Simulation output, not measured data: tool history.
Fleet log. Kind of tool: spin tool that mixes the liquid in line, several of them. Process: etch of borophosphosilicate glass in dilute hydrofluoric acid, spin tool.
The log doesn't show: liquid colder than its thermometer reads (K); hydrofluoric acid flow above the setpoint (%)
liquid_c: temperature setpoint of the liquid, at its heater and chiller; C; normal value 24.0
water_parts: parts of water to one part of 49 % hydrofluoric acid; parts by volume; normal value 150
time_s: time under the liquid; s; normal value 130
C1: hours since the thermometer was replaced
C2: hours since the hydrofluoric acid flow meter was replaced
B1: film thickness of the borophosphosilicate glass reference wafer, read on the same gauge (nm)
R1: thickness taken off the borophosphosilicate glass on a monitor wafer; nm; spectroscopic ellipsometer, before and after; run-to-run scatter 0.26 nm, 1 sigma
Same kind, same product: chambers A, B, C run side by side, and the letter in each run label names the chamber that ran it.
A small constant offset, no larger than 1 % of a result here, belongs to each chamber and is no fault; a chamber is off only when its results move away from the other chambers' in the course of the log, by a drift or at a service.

{"run": "1C", "hour": 6.1, "liquid_c": 24.0, "water_parts": 150, "time_s": 130, "C1": 1015.8, "C2": 182.0, "B1": 89.949, "R1": 44.895}
{"run": "2B", "hour": 11.5, "liquid_c": 24.0, "water_parts": 150, "time_s": 130, "C1": 137.2, "C2": 284.5, "B1": 89.958, "R1": 44.129}
{"run": "3A", "hour": 19.8, "liquid_c": 24.0, "water_parts": 150, "time_s": 130, "C1": 75.5, "C2": 165.8, "B1": 89.98, "R1": 44.253}
{"run": "4A", "hour": 27.2, "liquid_c": 24.0, "water_parts": 150, "time_s": 130, "C1": 82.9, "C2": 173.2, "B1": 90.036, "R1": 44.563}
{"run": "5B", "hour": 37.2, "liquid_c": 24.0, "water_parts": 150, "time_s": 130, "C1": 162.9, "C2": 310.2, "B1": 90.008, "R1": 44.395}
{"run": "6C", "hour": 42.9, "liquid_c": 24.0, "water_parts": 150, "time_s": 130, "C1": 1052.6, "C2": 218.8, "B1": 89.988, "R1": 44.804}
{"run": "7B", "hour": 49.2, "liquid_c": 20.0, "water_parts": 150, "time_s": 65, "C1": 174.9, "C2": 322.2, "B1": 90.017, "R1": 19.334}
{"run": "8C", "hour": 58.1, "liquid_c": 20.0, "water_parts": 150, "time_s": 65, "C1": 1067.8, "C2": 234.0, "B1": 90.014, "R1": 19.125}
{"run": "9A", "hour": 66.7, "liquid_c": 20.0, "water_parts": 150, "time_s": 65, "C1": 122.4, "C2": 212.7, "B1": 90.004, "R1": 18.858}
{"run": "10A", "hour": 72.9, "liquid_c": 24.0, "water_parts": 150, "time_s": 130, "C1": 128.6, "C2": 218.9, "B1": 89.989, "R1": 44.208}
{"run": "11C", "hour": 83.3, "liquid_c": 24.0, "water_parts": 120, "time_s": 100, "C1": 1093.0, "C2": 259.2, "B1": 90.045, "R1": 44.519}
{"run": "12B", "hour": 88.0, "liquid_c": 24.0, "water_parts": 120, "time_s": 100, "C1": 213.7, "C2": 361.0, "B1": 90.073, "R1": 44.052}
{"run": "13A", "hour": 97.3, "liquid_c": 24.0, "water_parts": 120, "time_s": 100, "C1": 153.0, "C2": 243.3, "B1": 90.014, "R1": 44.2}
{"run": "14B", "hour": 102.8, "liquid_c": 24.0, "water_parts": 150, "time_s": 130, "C1": 228.5, "C2": 375.8, "B1": 89.962, "R1": 44.216}
{"run": "15C", "hour": 108.4, "liquid_c": 24.0, "water_parts": 150, "time_s": 130, "C1": 1118.1, "C2": 284.3, "B1": 89.974, "R1": 44.757}
{"run": "16C", "hour": 115.6, "liquid_c": 24.0, "water_parts": 150, "time_s": 130, "C1": 1125.3, "C2": 291.5, "B1": 90.057, "R1": 44.766}
{"run": "17B", "hour": 121.9, "liquid_c": 24.0, "water_parts": 180, "time_s": 130, "C1": 247.6, "C2": 394.9, "B1": 89.967, "R1": 35.831}
{"run": "18A", "hour": 131.1, "liquid_c": 24.0, "water_parts": 180, "time_s": 130, "C1": 186.8, "C2": 277.1, "B1": 90.012, "R1": 36.638}
{"run": "19A", "hour": 140.6, "liquid_c": 24.0, "water_parts": 180, "time_s": 130, "C1": 196.3, "C2": 286.6, "B1": 89.94, "R1": 36.664}
{"run": "20B", "hour": 148.0, "liquid_c": 24.0, "water_parts": 150, "time_s": 130, "C1": 273.7, "C2": 421.0, "B1": 90.03, "R1": 44.578}
{"run": "21C", "hour": 157.8, "liquid_c": 24.0, "water_parts": 85, "time_s": 100, "C1": 1167.5, "C2": 333.7, "B1": 89.983, "R1": 65.886}
{"run": "22B", "hour": 168.3, "liquid_c": 24.0, "water_parts": 85, "time_s": 100, "C1": 294.0, "C2": 441.3, "B1": 90.004, "R1": 65.092}
{"run": "23A", "hour": 178.7, "liquid_c": 24.0, "water_parts": 85, "time_s": 100, "C1": 234.4, "C2": 324.7, "B1": 90.026, "R1": 67.198}
{"run": "24C", "hour": 184.3, "liquid_c": 24.0, "water_parts": 150, "time_s": 130, "C1": 1194.0, "C2": 360.2, "B1": 89.933, "R1": 44.229}
{"run": "25A", "hour": 192.7, "liquid_c": 24.0, "water_parts": 150, "time_s": 130, "C1": 248.4, "C2": 338.7, "B1": 90.025, "R1": 45.944}
{"run": "26C", "hour": 201.4, "liquid_c": 24.0, "water_parts": 150, "time_s": 130, "C1": 1211.1, "C2": 377.3, "B1": 90.032, "R1": 44.626}
{"run": "27B", "hour": 211.3, "liquid_c": 24.0, "water_parts": 175, "time_s": 130, "C1": 337.0, "C2": 484.3, "B1": 89.989, "R1": 37.097}
{"run": "28C", "hour": 221.3, "liquid_c": 24.0, "water_parts": 175, "time_s": 130, "C1": 1231.0, "C2": 397.2, "B1": 89.983, "R1": 37.126}
{"run": "29A", "hour": 232.0, "liquid_c": 24.0, "water_parts": 175, "time_s": 130, "C1": 287.7, "C2": 378.0, "B1": 89.968, "R1": 39.466}
{"run": "30B", "hour": 236.9, "liquid_c": 24.0, "water_parts": 150, "time_s": 130, "C1": 362.6, "C2": 509.9, "B1": 89.993, "R1": 44.374}
{"run": "31C", "hour": 241.8, "liquid_c": 24.0, "water_parts": 150, "time_s": 90, "C1": 1251.5, "C2": 417.7, "B1": 89.983, "R1": 30.966}
{"run": "32B", "hour": 251.3, "liquid_c": 24.0, "water_parts": 150, "time_s": 90, "C1": 377.0, "C2": 524.3, "B1": 89.987, "R1": 31.181}
{"run": "33A", "hour": 256.3, "liquid_c": 24.0, "water_parts": 150, "time_s": 90, "C1": 312.0, "C2": 402.3, "B1": 90.027, "R1": 32.923}
{"run": "34B", "hour": 263.9, "liquid_c": 28.5, "water_parts": 200, "time_s": 130, "C1": 389.6, "C2": 536.9, "B1": 89.983, "R1": 37.144}
{"run": "35A", "hour": 272.7, "liquid_c": 28.5, "water_parts": 200, "time_s": 130, "C1": 328.4, "C2": 418.7, "B1": 90.018, "R1": 40.39}
{"run": "36C", "hour": 282.7, "liquid_c": 28.5, "water_parts": 200, "time_s": 130, "C1": 1292.4, "C2": 458.6, "B1": 89.964, "R1": 37.468}
{"run": "37C", "hour": 293.5, "liquid_c": 26.0, "water_parts": 150, "time_s": 200, "C1": 1303.2, "C2": 469.4, "B1": 90.029, "R1": 74.735}
{"run": "38A", "hour": 300.7, "liquid_c": 26.0, "water_parts": 150, "time_s": 200, "C1": 356.4, "C2": 446.7, "B1": 90.009, "R1": 78.524}
{"run": "39B", "hour": 305.4, "liquid_c": 26.0, "water_parts": 150, "time_s": 200, "C1": 431.1, "C2": 578.4, "B1": 89.985, "R1": 72.582}
{"run": "40C", "hour": 314.4, "liquid_c": 24.0, "water_parts": 150, "time_s": 130, "C1": 1324.1, "C2": 490.3, "B1": 90.062, "R1": 44.824}
{"run": "41A", "hour": 322.5, "liquid_c": 24.0, "water_parts": 150, "time_s": 130, "C1": 378.2, "C2": 468.5, "B1": 89.985, "R1": 47.745}
{"run": "42B", "hour": 328.2, "liquid_c": 25.5, "water_parts": 190, "time_s": 130, "C1": 453.9, "C2": 601.2, "B1": 90.007, "R1": 35.653}

Which is it: a chamber that has drifted or been left off by a service, a gauge drift common to all chambers, or only each chamber's usual small offset? If a chamber is off, name it and its likeliest cause.

It is chamber A that slowly wanders off from its peers.
What lies behind it: hydrofluoric acid flow above the setpoint (%) = 7.63.
It could be hard to tell apart here from: liquid hotter than its thermometer reads (K).

Below are 4 candidate recipes for chamber A's next run, each the usual settings with a change, their results shown as question marks. Which of them brings A's results back in line with what the other chambers give on the usual settings?
Maximum distance from the other chambers' mean on the usual settings for a result to count as in line: R1 0.920 nm
{"run": "43A-1", "hour": 335.9, "liquid_c": 22.0, "water_parts": 150, "time_s": 130, "R1": "?"}
{"run": "43A-2", "hour": 335.9, "liquid_c": 27.5, "water_parts": 150, "time_s": 130, "R1": "?"}
{"run": "43A-3", "hour": 335.9, "liquid_c": 23.5, "water_parts": 165, "time_s": 130, "R1": "?"}
{"run": "43A-4", "hour": 335.9, "liquid_c": 24.0, "water_parts": 145, "time_s": 135, "R1": "?"}

Mean of the other chambers on the usual settings: R1 44.558 nm
run=43A-1 R1=44.623
run=43A-2 R1=55.237
run=43A-3 R1=42.437
run=43A-4 R1=52.125
It is 43A-1 that realigns the chamber with its peers.
